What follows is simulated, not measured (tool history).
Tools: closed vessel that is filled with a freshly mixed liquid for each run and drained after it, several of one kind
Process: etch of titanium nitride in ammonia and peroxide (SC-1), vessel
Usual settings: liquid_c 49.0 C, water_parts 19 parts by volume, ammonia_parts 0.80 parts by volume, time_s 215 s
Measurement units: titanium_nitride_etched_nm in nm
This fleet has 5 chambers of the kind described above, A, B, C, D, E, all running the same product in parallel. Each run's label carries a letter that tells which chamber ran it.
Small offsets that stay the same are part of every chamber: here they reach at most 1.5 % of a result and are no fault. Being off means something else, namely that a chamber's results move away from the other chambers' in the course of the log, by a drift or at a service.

run   hour  liquid_c  water_parts  ammonia_parts  time_s  hours since the thermometer was replaced  hours since the ammonia flow meter was replaced  hours since the drum of ammonia solution was connected  read-back film thickness of the titanium nitride reference wafer, read on the same gauge (nm)  titanium_nitride_etched_nm
 1E    6.8      49.0           19           0.80     215                                     914.2                                            663.4                                                   683.0                                                                                         99.926                      8.0765
 2D   18.4      49.0           19           0.80     215                                    1165.7                                            481.7                                                   192.1                                                                                        100.030                      8.1319
 3A   25.9      49.0           19           0.80     215                                     933.8                                            953.8                                                   328.3                                                                                         99.977                      7.9496
 4C   35.5      49.0           19           0.80     215                                    2297.5                                            392.9                                                   158.4                                                                                         99.963                      8.0437
 5B   45.6      49.0           19           0.80     215                                     790.5                                           1063.3                                                   719.0                                                                                         99.973                      7.9292
 6E   56.9      49.0           19           0.80     215                                     964.3                                            713.5                                                   733.1                                                                                        100.040                      8.1100
      59.4  -- chamber A: new drum of ammonia solution connected
 7A   64.4      49.0           19           0.80     215                                     972.3                                            992.3                                                     5.0                                                                                        100.040                      7.9500
 8B   70.3      49.0           19           0.80     215                                     815.2                                           1088.0                                                   743.7                                                                                         99.998                      7.9921
 9C   77.7      49.0           19           0.80     215                                    2339.7                                            435.1                                                   200.6                                                                                         99.992                      7.9547
10D   85.0      53.5           19           0.80     165                                    1232.3                                            548.3                                                   258.7                                                                                        100.020                      8.4655
11D   95.3      53.5           19           0.80     165                                    1242.6                                            558.6                                                   269.0                                                                                        100.040                      8.4857
12A  107.1      53.5           19           0.80     165                                    1015.0                                           1035.0                                                    47.7                                                                                         99.992                      8.3948
13E  115.7      53.5           19           0.80     165                                    1023.1                                            772.3                                                   791.9                                                                                         99.985                      8.4988
14B  125.6      53.5           19           0.80     165                                     870.5                                           1143.3                                                   799.0                                                                                         99.982                      8.3962
15C  137.8      55.0           19           0.45     215                                    2399.8                                            495.2                                                   260.7                                                                                        100.060                     10.8500
     140.1  -- chamber C: thermometer replaced
16C  150.6      55.0           19           0.45     215                                      10.5                                            508.0                                                   273.5                                                                                        100.030                     10.8320
17D  159.0      55.0           19           0.45     215                                    1306.3                                            622.3                                                   332.7                                                                                        100.000                     11.0790
18E  169.0      55.0           19           0.45     215                                    1076.4                                            825.6                                                   845.2                                                                                        100.020                     10.8760
19A  176.3      55.0           19           0.45     215                                    1084.2                                           1104.2                                                   116.9                                                                                         99.971                     10.9320
20B  182.0      49.0           19           0.80     215                                     926.9                                           1199.7                                                   855.4                                                                                        100.010                      7.9195
     188.6  -- chamber B: new drum of ammonia solution connected
21E  193.2      49.0           19           0.80     215                                    1100.6                                            849.8                                                   869.4                                                                                         99.985                      8.0915
22D  202.6      49.0           19           0.80     215                                    1349.9                                            665.9                                                   376.3                                                                                         99.971                      8.1852
     206.4  -- chamber E: new drum of ammonia solution connected
23B  210.0      49.0           19           0.80     215                                     954.9                                           1227.7                                                    21.4                                                                                        100.010                      7.8310
24C  222.7      49.0           19           0.80     215                                      82.6                                            580.1                                                   345.6                                                                                         99.999                      7.9908
25A  228.7      49.0           19           0.80     215                                    1136.6                                           1156.6                                                   169.3                                                                                         99.969                      7.9446
26B  238.5      49.0           28           0.80     215                                     983.4                                           1256.2                                                    49.9                                                                                        100.020                      6.2530
27A  251.2      49.0           28           0.80     215                                    1159.1                                           1179.1                                                   191.8                                                                                         99.997                      6.4753
28E  259.4      49.0           28           0.80     215                                    1166.8                                            916.0                                                    53.0                                                                                        100.010                      6.5208
29C  272.0      49.0           28           0.80     215                                     131.9                                            629.4                                                   394.9                                                                                         99.976                      6.4340
30D  280.3      49.0           28           0.80     215                                    1427.6                                            743.6                                                   454.0                                                                                        100.030                      6.5518
31A  291.5      49.0           19           0.80     215                                    1199.4                                           1219.4                                                   232.1                                                                                        100.020                      7.9959
32C  304.1      49.0           19           0.80     215                                     164.0                                            661.5                                                   427.0                                                                                         99.983                      7.8967
33B  315.7      58.5           19           0.80     215                                    1060.6                                           1333.4                                                   127.1                                                                                        100.020                     14.7540
     316.6  -- chamber C: new drum of ammonia solution connected
34D  326.8      58.5           19           0.80     215                                    1474.1                                            790.1                                                   500.5                                                                                         99.949                     15.4950
35E  334.3      58.5           19           0.80     215                                    1241.7                                            990.9                                                   127.9                                                                                         99.993                     15.5130
36C  344.7      58.5           19           0.80     215                                     204.6                                            702.1                                                    28.2                                                                                        100.040                     15.0650

What goes on in this fleet: one chamber off, a drifting gauge, or nothing beyond the chambers' own small offsets? Name the chamber and the cause, if any.

It is chamber B that slowly wanders off from its peers.
Most likely cause: liquid colder than its thermometer reads (K) = 0.736.

Here are 4 candidates for chamber B's next run, each the usual settings with a change, their results left as question marks. Which one brings its results back in line with what the others give on the usual settings?
In-line tolerance around the mean of the other chambers on the usual settings: titanium_nitride_etched_nm 0.1500 nm
37B-1  354.2      49.0         19.5           0.80     195                                                                                                                                                                                                                                                                             ?
37B-2  354.2      49.0         15.5           0.80     215                                                                                                                                                                                                                                                                             ?
37B-3  354.2      49.0         19.5           0.80     205                                                                                                                                                                                                                                                                             ?
37B-4  354.2      49.5         19.0           0.80     220                                                                                                                                                                                                                                                                             ?

Mean of the other chambers on the usual settings: titanium_nitride_etched_nm 8.0444 nm
  run  titanium_nitride_etched_nm
37B-1                      6.7378
37B-2                      8.4310
37B-3                      7.0833
37B-4                      7.9881
Change 37B-4 lands the chamber within the allowed miss of the other chambers.
